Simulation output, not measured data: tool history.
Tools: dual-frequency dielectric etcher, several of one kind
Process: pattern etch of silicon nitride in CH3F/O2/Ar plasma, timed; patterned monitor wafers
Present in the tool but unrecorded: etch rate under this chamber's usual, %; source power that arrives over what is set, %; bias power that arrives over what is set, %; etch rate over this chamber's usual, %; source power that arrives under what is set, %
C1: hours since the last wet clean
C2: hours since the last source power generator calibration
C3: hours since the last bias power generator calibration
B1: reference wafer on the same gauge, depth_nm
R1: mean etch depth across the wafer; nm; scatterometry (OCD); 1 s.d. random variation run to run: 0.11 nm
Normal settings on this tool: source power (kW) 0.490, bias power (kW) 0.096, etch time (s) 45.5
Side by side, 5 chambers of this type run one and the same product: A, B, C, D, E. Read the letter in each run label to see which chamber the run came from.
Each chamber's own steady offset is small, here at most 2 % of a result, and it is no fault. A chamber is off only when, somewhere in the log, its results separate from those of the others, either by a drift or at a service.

Run 1C, day 0.600: usual settings; C1 242.3; C2 1633.6; C3 1749.0; B1 32.282. Result: R1 37.459 nm.
Run 2E, day 0.917: usual settings; C1 50.4; C2 1321.0; C3 3433.9; B1 32.268. Result: R1 37.819 nm.
Run 3A, day 1.225: usual settings; C1 254.5; C2 492.4; C3 2405.4; B1 32.311. Result: R1 37.533 nm.
Run 4B, day 1.733: usual settings; C1 226.4; C2 812.8; C3 365.3; B1 32.309. Result: R1 38.069 nm.
Run 5D, day 2.050: usual settings; C1 195.7; C2 1217.2; C3 731.0; B1 32.291. Result: R1 38.049 nm.
Run 6D, day 2.529: usual settings; C1 207.2; C2 1228.7; C3 742.5; B1 32.298. Result: R1 37.925 nm.
Run 7E, day 3.062: usual settings but bias power (kW) 0.085, etch time (s) 37.5; C1 101.9; C2 1372.5; C3 3485.4; B1 32.293. Result: R1 29.866 nm.
Run 8A, day 3.504: usual settings but bias power (kW) 0.085, etch time (s) 37.5; C1 309.2; C2 547.1; C3 2460.1; B1 32.305. Result: R1 29.671 nm.
Run 9C, day 3.854: usual settings but bias power (kW) 0.085, etch time (s) 37.5; C1 320.4; C2 1711.7; C3 1827.1; B1 32.304. Result: R1 29.676 nm.
Run 10B, day 4.454: usual settings but bias power (kW) 0.085, etch time (s) 37.5; C1 291.7; C2 878.1; C3 430.6; B1 32.288. Result: R1 29.938 nm.
Run 11B, day 5.042: usual settings but bias power (kW) 0.085, etch time (s) 37.5; C1 305.8; C2 892.2; C3 444.7; B1 32.315. Result: R1 29.844 nm.
At day 5.496: chamber E: bias power generator calibrated.
Run 12E, day 5.562: usual settings; C1 161.9; C2 1432.5; C3 1.7; B1 32.300. Result: R1 37.861 nm.
Run 13A, day 5.908: usual settings; C1 366.9; C2 604.8; C3 2517.8; B1 32.291. Result: R1 37.618 nm.
Run 14D, day 6.525: usual settings but source power (kW) 0.430, etch time (s) 57.5; C1 303.1; C2 1324.6; C3 838.4; B1 32.294. Result: R1 45.640 nm.
Run 15C, day 6.946: usual settings but source power (kW) 0.430, etch time (s) 57.5; C1 394.6; C2 1785.9; C3 1901.3; B1 32.299. Result: R1 45.190 nm.
Run 16D, day 7.533: usual settings but source power (kW) 0.430, etch time (s) 57.5; C1 327.3; C2 1348.8; C3 862.6; B1 32.295. Result: R1 45.634 nm.
Run 17B, day 7.888: usual settings but source power (kW) 0.430, etch time (s) 57.5; C1 374.1; C2 960.5; C3 513.0; B1 32.292. Result: R1 45.789 nm.
At day 8.125: chamber A: wet clean of the chamber.
Run 18A, day 8.475: usual settings but source power (kW) 0.430, etch time (s) 57.5; C1 8.4; C2 666.4; C3 2579.4; B1 32.317. Result: R1 45.288 nm.
Run 19E, day 9.062: usual settings; C1 245.9; C2 1516.5; C3 85.7; B1 32.290. Result: R1 37.825 nm.
At day 9.304: chamber B: wet clean of the chamber.
Run 20C, day 9.333: usual settings; C1 451.9; C2 1843.2; C3 1958.6; B1 32.284. Result: R1 37.875 nm.
Run 21E, day 9.904: usual settings; C1 266.1; C2 1536.7; C3 105.9; B1 32.294. Result: R1 37.791 nm.
Run 22C, day 10.408: usual settings but source power (kW) 0.410; C1 477.7; C2 1869.0; C3 1984.4; B1 32.302. Result: R1 35.484 nm.
Run 23A, day 10.800: usual settings but source power (kW) 0.410; C1 64.2; C2 722.2; C3 2635.2; B1 32.291. Result: R1 35.100 nm.
Run 24D, day 11.150: usual settings but source power (kW) 0.410; C1 414.1; C2 1435.6; C3 949.4; B1 32.320. Result: R1 35.614 nm.
Run 25B, day 11.554: usual settings but source power (kW) 0.410; C1 54.1; C2 1048.5; C3 601.0; B1 32.303. Result: R1 35.528 nm.
Run 26A, day 11.929: usual settings but source power (kW) 0.410; C1 91.3; C2 749.3; C3 2662.3; B1 32.298. Result: R1 35.045 nm.
Run 27B, day 12.212: usual settings; C1 69.9; C2 1064.3; C3 616.8; B1 32.283. Result: R1 38.004 nm.
Run 28E, day 12.792: usual settings but bias power (kW) 0.074, etch time (s) 34.0; C1 335.4; C2 1606.0; C3 175.2; B1 32.309. Result: R1 25.726 nm.
Run 29C, day 13.171: usual settings but bias power (kW) 0.074, etch time (s) 34.0; C1 544.0; C2 1935.3; C3 2050.7; B1 32.296. Result: R1 25.992 nm.
Run 30D, day 13.504: usual settings but bias power (kW) 0.074, etch time (s) 34.0; C1 470.6; C2 1492.1; C3 1005.9; B1 32.289. Result: R1 25.892 nm.
Run 31D, day 14.117: usual settings but bias power (kW) 0.074, etch time (s) 34.0; C1 485.3; C2 1506.8; C3 1020.6; B1 32.290. Result: R1 25.858 nm.
At day 14.583: chamber E: source power generator calibrated.
Run 32B, day 14.683: usual settings but bias power (kW) 0.074, etch time (s) 34.0; C1 129.2; C2 1123.6; C3 676.1; B1 32.308. Result: R1 26.009 nm.
Run 33A, day 15.050: usual settings; C1 166.2; C2 824.2; C3 2737.2; B1 32.329. Result: R1 37.632 nm.
Run 34C, day 15.508: usual settings; C1 600.1; C2 1991.4; C3 2106.8; B1 32.330. Result: R1 38.319 nm.
Run 35E, day 15.867: usual settings; C1 409.2; C2 30.8; C3 249.0; B1 32.299. Result: R1 38.101 nm.
Run 36B, day 16.429: usual settings; C1 171.1; C2 1165.5; C3 718.0; B1 32.305. Result: R1 38.137 nm.
Run 37C, day 16.958: usual settings; C1 634.9; C2 2026.2; C3 2141.6; B1 32.301. Result: R1 38.725 nm.
Run 38A, day 17.404: usual settings but source power (kW) 0.440; C1 222.7; C2 880.7; C3 2793.7; B1 32.329. Result: R1 35.946 nm.
At day 17.671: chamber E: wet clean of the chamber.
Run 39D, day 17.788: usual settings but source power (kW) 0.440; C1 573.4; C2 1594.9; C3 1108.7; B1 32.299. Result: R1 36.620 nm.
Run 40E, day 18.312: usual settings but source power (kW) 0.440; C1 15.4; C2 89.5; C3 307.7; B1 32.312. Result: R1 36.407 nm.
Run 41D, day 18.679: usual settings but source power (kW) 0.440; C1 594.8; C2 1616.3; C3 1130.1; B1 32.302. Result: R1 36.614 nm.
Run 42E, day 19.100: usual settings but source power (kW) 0.440; C1 34.3; C2 108.4; C3 326.6; B1 32.308. Result: R1 36.208 nm.

Does one chamber stand apart from the rest, does the shared gauge drift, or is all well apart from small per-chamber offsets? Give the chamber and the most likely cause, where there is one.

It is chamber C that slowly wanders off from its peers.
Cause: etch rate over this chamber's usual, % = 3.65.

Chamber C could run next with any of the 4 candidate recipes listed below; each alters the usual settings, and their results appear as question marks. Which one brings its results back in line with what the other chambers deliver on the usual settings?
In line here means within this much of the mean the other chambers give on the usual settings: R1 0.370 nm
Run 43C-1, day 19.550: usual settings but bias power (kW) 0.097, etch time (s) 46.5. Result: R1 ?.
Run 43C-2, day 19.550: usual settings but bias power (kW) 0.095, etch time (s) 44.5. Result: R1 ?.
Run 43C-3, day 19.550: usual settings but etch time (s) 46.0. Result: R1 ?.
Run 43C-4, day 19.550: usual settings but source power (kW) 0.480. Result: R1 ?.

On the usual settings, the other chambers give on average: R1 37.893 nm
  run      R1
43C-1  39.791
43C-2  37.793
43C-3  39.215
43C-4  38.494
43C-2 puts the chamber back in line with the other chambers.
